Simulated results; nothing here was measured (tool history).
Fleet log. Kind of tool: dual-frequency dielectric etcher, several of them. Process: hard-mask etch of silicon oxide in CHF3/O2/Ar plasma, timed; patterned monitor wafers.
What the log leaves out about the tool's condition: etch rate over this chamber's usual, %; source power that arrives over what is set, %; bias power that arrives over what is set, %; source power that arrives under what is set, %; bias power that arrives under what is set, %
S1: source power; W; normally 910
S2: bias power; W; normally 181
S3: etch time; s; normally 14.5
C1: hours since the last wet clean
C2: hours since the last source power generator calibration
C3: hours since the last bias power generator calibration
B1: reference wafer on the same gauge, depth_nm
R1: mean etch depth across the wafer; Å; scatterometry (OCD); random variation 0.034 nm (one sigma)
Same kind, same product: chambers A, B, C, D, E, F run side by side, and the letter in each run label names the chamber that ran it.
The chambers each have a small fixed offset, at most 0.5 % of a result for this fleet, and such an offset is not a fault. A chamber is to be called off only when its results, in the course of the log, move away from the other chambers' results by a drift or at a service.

{"run": "1C", "day": 0.362, "S1": 910, "S2": 181, "S3": 14.5, "C1": 233.1, "C2": 2118.3, "C3": 2668, "B1": 30.31, "R1": 335.99}
{"run": "2D", "day": 0.708, "S1": 910, "S2": 181, "S3": 14.5, "C1": 527, "C2": 708.1, "C3": 1672.3, "B1": 30.301, "R1": 338.24}
{"run": "3E", "day": 1.154, "S1": 910, "S2": 181, "S3": 14.5, "C1": 234.1, "C2": 3297, "C3": 230.6, "B1": 30.311, "R1": 337.34}
{"run": "4B", "day": 1.558, "S1": 910, "S2": 181, "S3": 14.5, "C1": 476.5, "C2": 131.7, "C3": 353, "B1": 30.314, "R1": 337.6}
{"run": "5A", "day": 1.842, "S1": 910, "S2": 181, "S3": 14.5, "C1": 137.8, "C2": 1421.3, "C3": 606.6, "B1": 30.316, "R1": 336.48}
{"run": "6F", "day": 2.312, "S1": 910, "S2": 181, "S3": 14.5, "C1": 430.7, "C2": 2838.1, "C3": 864.8, "B1": 30.318, "R1": 337.78}
{"day": 2.358, "done": "chamber B: wet clean of the chamber"}
{"run": "7A", "day": 2.696, "S1": 910, "S2": 181, "S3": 14.5, "C1": 158.3, "C2": 1441.8, "C3": 627.1, "B1": 30.319, "R1": 336.79}
{"run": "8F", "day": 2.95, "S1": 980, "S2": 181, "S3": 11, "C1": 446, "C2": 2853.4, "C3": 880.1, "B1": 30.326, "R1": 264.18}
{"day": 3.225, "done": "chamber F: wet clean of the chamber"}
{"run": "9C", "day": 3.283, "S1": 980, "S2": 181, "S3": 11, "C1": 303.2, "C2": 2188.4, "C3": 2738.1, "B1": 30.324, "R1": 262.74}
{"run": "10B", "day": 3.679, "S1": 980, "S2": 181, "S3": 11, "C1": 31.8, "C2": 182.6, "C3": 403.9, "B1": 30.336, "R1": 263.32}
{"run": "11D", "day": 4.104, "S1": 980, "S2": 181, "S3": 11, "C1": 608.5, "C2": 789.6, "C3": 1753.8, "B1": 30.331, "R1": 263.98}
{"run": "12E", "day": 4.367, "S1": 980, "S2": 181, "S3": 11, "C1": 311.2, "C2": 3374.1, "C3": 307.7, "B1": 30.336, "R1": 264.33}
{"run": "13F", "day": 4.75, "S1": 980, "S2": 181, "S3": 11, "C1": 36.7, "C2": 2896.6, "C3": 923.3, "B1": 30.337, "R1": 263.87}
{"run": "14D", "day": 5.017, "S1": 910, "S2": 181, "S3": 14.5, "C1": 630.4, "C2": 811.5, "C3": 1775.7, "B1": 30.343, "R1": 338.14}
{"day": 5.292, "done": "chamber E: source power generator calibrated"}
{"run": "15E", "day": 5.488, "S1": 910, "S2": 181, "S3": 14.5, "C1": 338.1, "C2": 4.8, "C3": 334.6, "B1": 30.341, "R1": 337.9}
{"run": "16A", "day": 5.821, "S1": 910, "S2": 181, "S3": 14.5, "C1": 233.3, "C2": 1516.8, "C3": 702.1, "B1": 30.352, "R1": 338.04}
{"day": 5.862, "done": "chamber C: wet clean of the chamber"}
{"day": 6.05, "done": "chamber D: wet clean of the chamber"}
{"run": "17B", "day": 6.071, "S1": 910, "S2": 181, "S3": 14.5, "C1": 89.2, "C2": 240, "C3": 461.3, "B1": 30.343, "R1": 338.6}
{"run": "18C", "day": 6.508, "S1": 910, "S2": 181, "S3": 14.5, "C1": 15.6, "C2": 2265.8, "C3": 2815.5, "B1": 30.357, "R1": 337.04}
{"run": "19A", "day": 6.733, "S1": 910, "S2": 181, "S3": 14.5, "C1": 255.2, "C2": 1538.7, "C3": 724, "B1": 30.349, "R1": 337.54}
{"run": "20B", "day": 6.975, "S1": 910, "S2": 181, "S3": 14.5, "C1": 110.9, "C2": 261.7, "C3": 483, "B1": 30.364, "R1": 338.55}
{"run": "21F", "day": 7.438, "S1": 810, "S2": 181, "S3": 14.5, "C1": 101.2, "C2": 2961.1, "C3": 987.8, "B1": 30.366, "R1": 323.3}
{"run": "22C", "day": 7.658, "S1": 810, "S2": 181, "S3": 14.5, "C1": 43.2, "C2": 2293.4, "C3": 2843.1, "B1": 30.356, "R1": 322.4}
{"run": "23E", "day": 7.904, "S1": 810, "S2": 181, "S3": 14.5, "C1": 396.1, "C2": 62.8, "C3": 392.6, "B1": 30.362, "R1": 323.75}
{"run": "24D", "day": 8.392, "S1": 810, "S2": 181, "S3": 14.5, "C1": 56.2, "C2": 892.5, "C3": 1856.7, "B1": 30.368, "R1": 323.8}
{"run": "25E", "day": 8.617, "S1": 810, "S2": 181, "S3": 14.5, "C1": 413.2, "C2": 79.9, "C3": 409.7, "B1": 30.365, "R1": 323.57}
{"run": "26B", "day": 8.992, "S1": 810, "S2": 181, "S3": 14.5, "C1": 159.3, "C2": 310.1, "C3": 531.4, "B1": 30.372, "R1": 323.53}
{"run": "27A", "day": 9.433, "S1": 910, "S2": 161, "S3": 17, "C1": 320, "C2": 1603.5, "C3": 788.8, "B1": 30.378, "R1": 381.16}
{"run": "28C", "day": 9.833, "S1": 910, "S2": 161, "S3": 17, "C1": 95.4, "C2": 2345.6, "C3": 2895.3, "B1": 30.369, "R1": 380.67}
{"run": "29F", "day": 10.288, "S1": 910, "S2": 161, "S3": 17, "C1": 169.6, "C2": 3029.5, "C3": 1056.2, "B1": 30.375, "R1": 381.49}
{"run": "30D", "day": 10.725, "S1": 910, "S2": 161, "S3": 17, "C1": 112.2, "C2": 948.5, "C3": 1912.7, "B1": 30.385, "R1": 383.86}
{"run": "31F", "day": 11.083, "S1": 910, "S2": 161, "S3": 17, "C1": 188.7, "C2": 3048.6, "C3": 1075.3, "B1": 30.391, "R1": 381.73}
{"run": "32D", "day": 11.375, "S1": 910, "S2": 161, "S3": 17, "C1": 127.8, "C2": 964.1, "C3": 1928.3, "B1": 30.384, "R1": 383.08}
{"run": "33C", "day": 11.608, "S1": 910, "S2": 181, "S3": 14.5, "C1": 138, "C2": 2388.2, "C3": 2937.9, "B1": 30.402, "R1": 337.73}
{"run": "34E", "day": 12.083, "S1": 910, "S2": 181, "S3": 14.5, "C1": 496.4, "C2": 163.1, "C3": 492.9, "B1": 30.398, "R1": 338.8}
{"run": "35B", "day": 12.525, "S1": 910, "S2": 181, "S3": 14.5, "C1": 244.1, "C2": 394.9, "C3": 616.2, "B1": 30.401, "R1": 339.08}
{"day": 12.583, "done": "chamber E: wet clean of the chamber"}
{"run": "36A", "day": 12.942, "S1": 910, "S2": 181, "S3": 14.5, "C1": 404.2, "C2": 1687.7, "C3": 873, "B1": 30.411, "R1": 337.83}
{"run": "37A", "day": 13.279, "S1": 910, "S2": 181, "S3": 14.5, "C1": 412.3, "C2": 1695.8, "C3": 881.1, "B1": 30.414, "R1": 337.77}
{"run": "38D", "day": 13.638, "S1": 910, "S2": 181, "S3": 14.5, "C1": 182.1, "C2": 1018.4, "C3": 1982.6, "B1": 30.412, "R1": 339.46}
{"run": "39F", "day": 13.921, "S1": 910, "S2": 181, "S3": 14.5, "C1": 256.8, "C2": 3116.7, "C3": 1143.4, "B1": 30.418, "R1": 338.32}
{"run": "40B", "day": 14.325, "S1": 810, "S2": 166, "S3": 14.5, "C1": 287.3, "C2": 438.1, "C3": 659.4, "B1": 30.42, "R1": 314.84}
{"run": "41C", "day": 14.754, "S1": 810, "S2": 166, "S3": 14.5, "C1": 213.5, "C2": 2463.7, "C3": 3013.4, "B1": 30.411, "R1": 313.7}
{"run": "42E", "day": 15.071, "S1": 810, "S2": 166, "S3": 14.5, "C1": 59.8, "C2": 234.8, "C3": 564.6, "B1": 30.417, "R1": 315.33}

Each of the 6 chambers runs these same settings next. Fill in every chamber's results:
{"run": "43A", "day": 15.433, "S1": 910, "S2": 181, "S3": 14.5, "R1": "?"}
{"run": "43B", "day": 15.433, "S1": 910, "S2": 181, "S3": 14.5, "R1": "?"}
{"run": "43C", "day": 15.433, "S1": 910, "S2": 181, "S3": 14.5, "R1": "?"}
{"run": "43D", "day": 15.433, "S1": 910, "S2": 181, "S3": 14.5, "R1": "?"}
{"run": "43E", "day": 15.433, "S1": 910, "S2": 181, "S3": 14.5, "R1": "?"}
{"run": "43F", "day": 15.433, "S1": 910, "S2": 181, "S3": 14.5, "R1": "?"}

run=43A R1=338.22
run=43B R1=339.1
run=43C R1=337.74
run=43D R1=339.07
run=43E R1=339.13
run=43F R1=339.05

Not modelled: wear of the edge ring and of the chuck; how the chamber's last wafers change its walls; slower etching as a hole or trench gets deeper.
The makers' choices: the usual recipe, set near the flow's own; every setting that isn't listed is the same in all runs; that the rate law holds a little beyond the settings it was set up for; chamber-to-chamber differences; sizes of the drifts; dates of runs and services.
